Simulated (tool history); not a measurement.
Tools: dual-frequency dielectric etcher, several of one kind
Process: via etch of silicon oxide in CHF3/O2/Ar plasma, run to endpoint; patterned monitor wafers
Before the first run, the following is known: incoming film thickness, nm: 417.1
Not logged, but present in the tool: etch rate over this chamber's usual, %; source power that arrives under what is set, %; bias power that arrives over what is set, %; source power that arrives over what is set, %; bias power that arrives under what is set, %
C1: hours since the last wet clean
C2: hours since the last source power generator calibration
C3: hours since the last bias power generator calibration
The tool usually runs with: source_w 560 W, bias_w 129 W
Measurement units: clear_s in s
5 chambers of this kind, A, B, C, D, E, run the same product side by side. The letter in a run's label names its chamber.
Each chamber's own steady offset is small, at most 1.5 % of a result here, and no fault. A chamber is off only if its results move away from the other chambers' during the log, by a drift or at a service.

{"hour": 4.6, "done": "chamber D: wet clean of the chamber"}
{"run": "1A", "hour": 7.7, "source_w": 560, "bias_w": 129, "C1": 552.2, "C2": 2239.8, "C3": 2296.5, "clear_s": 240.74}
{"run": "2D", "hour": 13.6, "source_w": 560, "bias_w": 129, "C1": 9.1, "C2": 2790.7, "C3": 1127.1, "clear_s": 244.01}
{"run": "3E", "hour": 18.7, "source_w": 560, "bias_w": 129, "C1": 250.5, "C2": 1284.3, "C3": 270.9, "clear_s": 238.87}
{"run": "4B", "hour": 25.1, "source_w": 560, "bias_w": 129, "C1": 185.9, "C2": 237.1, "C3": 1943.3, "clear_s": 245.83}
{"run": "5C", "hour": 31.1, "source_w": 560, "bias_w": 142, "C1": 96.7, "C2": 524.7, "C3": 126.6, "clear_s": 238.7}
{"run": "6C", "hour": 38.6, "source_w": 560, "bias_w": 142, "C1": 104.2, "C2": 532.2, "C3": 134.1, "clear_s": 237.31}
{"hour": 44.2, "done": "chamber A: wet clean of the chamber"}
{"run": "7D", "hour": 44.3, "source_w": 560, "bias_w": 142, "C1": 39.8, "C2": 2821.4, "C3": 1157.8, "clear_s": 236.64}
{"run": "8A", "hour": 48.8, "source_w": 560, "bias_w": 142, "C1": 4.6, "C2": 2280.9, "C3": 2337.6, "clear_s": 231.88}
{"run": "9E", "hour": 56.1, "source_w": 560, "bias_w": 142, "C1": 287.9, "C2": 1321.7, "C3": 308.3, "clear_s": 231.32}
{"run": "10B", "hour": 62.5, "source_w": 560, "bias_w": 129, "C1": 223.3, "C2": 274.5, "C3": 1980.7, "clear_s": 244.9}
{"run": "11A", "hour": 69.8, "source_w": 560, "bias_w": 129, "C1": 25.6, "C2": 2301.9, "C3": 2358.6, "clear_s": 240.24}
{"run": "12E", "hour": 74.6, "source_w": 560, "bias_w": 129, "C1": 306.4, "C2": 1340.2, "C3": 326.8, "clear_s": 239.43}
{"run": "13B", "hour": 80.3, "source_w": 560, "bias_w": 140, "C1": 241.1, "C2": 292.3, "C3": 1998.5, "clear_s": 238.19}
{"run": "14C", "hour": 86.8, "source_w": 560, "bias_w": 140, "C1": 152.4, "C2": 580.4, "C3": 182.3, "clear_s": 239.24}
{"run": "15D", "hour": 92.2, "source_w": 560, "bias_w": 140, "C1": 87.7, "C2": 2869.3, "C3": 1205.7, "clear_s": 238.24}
{"run": "16A", "hour": 99.8, "source_w": 560, "bias_w": 140, "C1": 55.6, "C2": 2331.9, "C3": 2388.6, "clear_s": 236.71}
{"run": "17B", "hour": 107.0, "source_w": 560, "bias_w": 140, "C1": 267.8, "C2": 319, "C3": 2025.2, "clear_s": 238.72}
{"run": "18C", "hour": 111.3, "source_w": 560, "bias_w": 129, "C1": 176.9, "C2": 604.9, "C3": 206.8, "clear_s": 244.03}
{"run": "19E", "hour": 115.2, "source_w": 560, "bias_w": 129, "C1": 347, "C2": 1380.8, "C3": 367.4, "clear_s": 235.04}
{"run": "20D", "hour": 119.3, "source_w": 560, "bias_w": 129, "C1": 114.8, "C2": 2896.4, "C3": 1232.8, "clear_s": 241.69}
{"run": "21E", "hour": 123.7, "source_w": 560, "bias_w": 129, "C1": 355.5, "C2": 1389.3, "C3": 375.9, "clear_s": 238.64}
{"run": "22C", "hour": 129.4, "source_w": 560, "bias_w": 129, "C1": 195, "C2": 623, "C3": 224.9, "clear_s": 244.38}
{"hour": 133.5, "done": "chamber A: source power generator calibrated"}
{"run": "23D", "hour": 136.9, "source_w": 560, "bias_w": 129, "C1": 132.4, "C2": 2914, "C3": 1250.4, "clear_s": 244.68}
{"run": "24B", "hour": 142.1, "source_w": 560, "bias_w": 129, "C1": 302.9, "C2": 354.1, "C3": 2060.3, "clear_s": 243.55}
{"run": "25A", "hour": 149.7, "source_w": 560, "bias_w": 129, "C1": 105.5, "C2": 16.2, "C3": 2438.5, "clear_s": 238.83}
{"run": "26C", "hour": 154.4, "source_w": 560, "bias_w": 129, "C1": 220, "C2": 648, "C3": 249.9, "clear_s": 242.9}
{"run": "27B", "hour": 159.3, "source_w": 560, "bias_w": 129, "C1": 320.1, "C2": 371.3, "C3": 2077.5, "clear_s": 245.68}
{"run": "28E", "hour": 165.7, "source_w": 560, "bias_w": 129, "C1": 397.5, "C2": 1431.3, "C3": 417.9, "clear_s": 239.87}
{"run": "29D", "hour": 173.0, "source_w": 480, "bias_w": 129, "C1": 168.5, "C2": 2950.1, "C3": 1286.5, "clear_s": 256.39}
{"run": "30A", "hour": 178.6, "source_w": 480, "bias_w": 129, "C1": 134.4, "C2": 45.1, "C3": 2467.4, "clear_s": 253.39}
{"run": "31A", "hour": 185.7, "source_w": 480, "bias_w": 129, "C1": 141.5, "C2": 52.2, "C3": 2474.5, "clear_s": 257.51}
{"run": "32B", "hour": 193.5, "source_w": 480, "bias_w": 129, "C1": 354.3, "C2": 405.5, "C3": 2111.7, "clear_s": 261.47}

For the next run the whole fleet of 5 chambers uses the same settings. Give each chamber's results:
{"run": "33A", "hour": 199.5, "source_w": 610, "bias_w": 129, "clear_s": "?"}
{"run": "33B", "hour": 199.5, "source_w": 610, "bias_w": 129, "clear_s": "?"}
{"run": "33C", "hour": 199.5, "source_w": 610, "bias_w": 129, "clear_s": "?"}
{"run": "33D", "hour": 199.5, "source_w": 610, "bias_w": 129, "clear_s": "?"}
{"run": "33E", "hour": 199.5, "source_w": 610, "bias_w": 129, "clear_s": "?"}

run=33A clear_s=231.56
run=33B clear_s=240.02
run=33C clear_s=235.26
run=33D clear_s=236.22
run=33E clear_s=231.17

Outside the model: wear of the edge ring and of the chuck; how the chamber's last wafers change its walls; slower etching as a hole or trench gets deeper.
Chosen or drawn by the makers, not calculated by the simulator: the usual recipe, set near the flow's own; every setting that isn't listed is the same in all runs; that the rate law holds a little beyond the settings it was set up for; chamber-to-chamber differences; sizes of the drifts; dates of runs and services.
